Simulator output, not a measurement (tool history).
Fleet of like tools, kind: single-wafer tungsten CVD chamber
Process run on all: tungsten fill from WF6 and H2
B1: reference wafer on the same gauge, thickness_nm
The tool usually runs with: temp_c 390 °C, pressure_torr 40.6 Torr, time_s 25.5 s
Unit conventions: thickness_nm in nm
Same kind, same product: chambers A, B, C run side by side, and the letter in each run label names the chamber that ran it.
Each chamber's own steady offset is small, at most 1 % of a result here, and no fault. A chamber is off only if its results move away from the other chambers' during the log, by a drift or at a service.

{"run": "1B", "hour": 3.8, "temp_c": 390, "pressure_torr": 40.6, "time_s": 25.5, "B1": 67.212, "thickness_nm": 71.491}
{"run": "2A", "hour": 10.9, "temp_c": 390, "pressure_torr": 40.6, "time_s": 25.5, "B1": 67.193, "thickness_nm": 70.745}
{"run": "3C", "hour": 17.3, "temp_c": 390, "pressure_torr": 40.6, "time_s": 25.5, "B1": 67.228, "thickness_nm": 70.36}
{"run": "4C", "hour": 22.0, "temp_c": 390, "pressure_torr": 40.6, "time_s": 25.5, "B1": 67.143, "thickness_nm": 70.626}
{"run": "5A", "hour": 26.7, "temp_c": 390, "pressure_torr": 40.6, "time_s": 25.5, "B1": 67.189, "thickness_nm": 71.012}
{"run": "6B", "hour": 31.8, "temp_c": 390, "pressure_torr": 40.6, "time_s": 25.5, "B1": 67.161, "thickness_nm": 71.311}
{"run": "7A", "hour": 37.9, "temp_c": 390, "pressure_torr": 40.6, "time_s": 25.5, "B1": 67.156, "thickness_nm": 70.348}
{"run": "8C", "hour": 45.6, "temp_c": 390, "pressure_torr": 40.6, "time_s": 25.5, "B1": 67.184, "thickness_nm": 70.538}
{"run": "9B", "hour": 49.9, "temp_c": 390, "pressure_torr": 40.6, "time_s": 25.5, "B1": 67.183, "thickness_nm": 71.319}
{"run": "10C", "hour": 57.1, "temp_c": 390, "pressure_torr": 40.6, "time_s": 25.5, "B1": 67.223, "thickness_nm": 70.194}
{"run": "11A", "hour": 63.6, "temp_c": 390, "pressure_torr": 40.6, "time_s": 25.5, "B1": 67.218, "thickness_nm": 70.468}
{"run": "12B", "hour": 70.9, "temp_c": 390, "pressure_torr": 40.6, "time_s": 25.5, "B1": 67.214, "thickness_nm": 70.611}
{"run": "13C", "hour": 79.3, "temp_c": 390, "pressure_torr": 40.6, "time_s": 25.5, "B1": 67.202, "thickness_nm": 69.572}
{"run": "14A", "hour": 84.8, "temp_c": 390, "pressure_torr": 40.6, "time_s": 25.5, "B1": 67.207, "thickness_nm": 70.917}
{"run": "15B", "hour": 92.1, "temp_c": 390, "pressure_torr": 40.6, "time_s": 25.5, "B1": 67.257, "thickness_nm": 71.246}
{"run": "16C", "hour": 97.2, "temp_c": 390, "pressure_torr": 40.6, "time_s": 25.5, "B1": 67.183, "thickness_nm": 69.152}
{"run": "17B", "hour": 103.7, "temp_c": 390, "pressure_torr": 49.6, "time_s": 28.8, "B1": 67.202, "thickness_nm": 88.264}
{"run": "18A", "hour": 109.0, "temp_c": 390, "pressure_torr": 49.6, "time_s": 28.8, "B1": 67.238, "thickness_nm": 87.799}
{"run": "19B", "hour": 116.4, "temp_c": 390, "pressure_torr": 49.6, "time_s": 28.8, "B1": 67.181, "thickness_nm": 88.507}
{"run": "20C", "hour": 124.2, "temp_c": 390, "pressure_torr": 40.6, "time_s": 25.5, "B1": 67.174, "thickness_nm": 69.174}
{"run": "21A", "hour": 132.4, "temp_c": 390, "pressure_torr": 40.6, "time_s": 25.5, "B1": 67.213, "thickness_nm": 70.927}
{"run": "22C", "hour": 140.1, "temp_c": 390, "pressure_torr": 40.6, "time_s": 25.5, "B1": 67.238, "thickness_nm": 68.944}
{"run": "23A", "hour": 143.9, "temp_c": 390, "pressure_torr": 40.6, "time_s": 25.5, "B1": 67.221, "thickness_nm": 71.139}
{"run": "24B", "hour": 151.8, "temp_c": 390, "pressure_torr": 40.6, "time_s": 25.5, "B1": 67.273, "thickness_nm": 71.101}
{"run": "25B", "hour": 159.4, "temp_c": 390, "pressure_torr": 40.6, "time_s": 21.4, "B1": 67.192, "thickness_nm": 59.764}
{"run": "26C", "hour": 164.9, "temp_c": 390, "pressure_torr": 40.6, "time_s": 21.4, "B1": 67.208, "thickness_nm": 57.482}
{"run": "27A", "hour": 173.1, "temp_c": 390, "pressure_torr": 40.6, "time_s": 21.4, "B1": 67.232, "thickness_nm": 59.382}
{"run": "28B", "hour": 181.4, "temp_c": 390, "pressure_torr": 31.6, "time_s": 23.0, "B1": 67.137, "thickness_nm": 56.645}
{"run": "29C", "hour": 186.8, "temp_c": 390, "pressure_torr": 31.6, "time_s": 23.0, "B1": 67.218, "thickness_nm": 53.94}
{"run": "30A", "hour": 194.9, "temp_c": 390, "pressure_torr": 31.6, "time_s": 23.0, "B1": 67.187, "thickness_nm": 56.736}
{"run": "31C", "hour": 202.8, "temp_c": 390, "pressure_torr": 40.6, "time_s": 29.6, "B1": 67.196, "thickness_nm": 78.709}
{"run": "32A", "hour": 207.3, "temp_c": 390, "pressure_torr": 40.6, "time_s": 29.6, "B1": 67.258, "thickness_nm": 82.308}
{"run": "33B", "hour": 211.2, "temp_c": 390, "pressure_torr": 40.6, "time_s": 29.6, "B1": 67.218, "thickness_nm": 82.959}
{"run": "34A", "hour": 218.2, "temp_c": 390, "pressure_torr": 40.6, "time_s": 25.5, "B1": 67.138, "thickness_nm": 70.719}
{"run": "35C", "hour": 224.9, "temp_c": 390, "pressure_torr": 40.6, "time_s": 25.5, "B1": 67.197, "thickness_nm": 66.975}

Has any chamber moved away from the others, gradually or after a service, or does the common gauge drift, or do the chambers differ only by their own small steady offsets? State the chamber and the most likely cause if one applies.

Little by little, chamber C moves away from the other chambers.
Likeliest cause: wafer temperature below the value expected at the setpoint (K) = 2.42.
The log might look much the same if the cause were instead: true pressure below the setpoint (%).

Here are 4 candidates for chamber C's next run, each the usual settings with a change, their results left as question marks. Which one brings its results back in line with what the others give on the usual settings?
In line means no further than this from the other chambers' mean on the usual settings: thickness_nm 0.910 nm
{"run": "36C-1", "hour": 230.9, "temp_c": 391, "pressure_torr": 40.6, "time_s": 25.5, "thickness_nm": "?"}
{"run": "36C-2", "hour": 230.9, "temp_c": 390, "pressure_torr": 36.1, "time_s": 25.5, "thickness_nm": "?"}
{"run": "36C-3", "hour": 230.9, "temp_c": 389, "pressure_torr": 40.6, "time_s": 25.3, "thickness_nm": "?"}
{"run": "36C-4", "hour": 230.9, "temp_c": 393, "pressure_torr": 40.6, "time_s": 25.5, "thickness_nm": "?"}

What the other chambers average on the usual settings: thickness_nm 71.096 nm
run=36C-1 thickness_nm=68.684
run=36C-2 thickness_nm=63.659
run=36C-3 thickness_nm=65.545
run=36C-4 thickness_nm=71.372
With 36C-4, the chamber falls back in line with the rest.
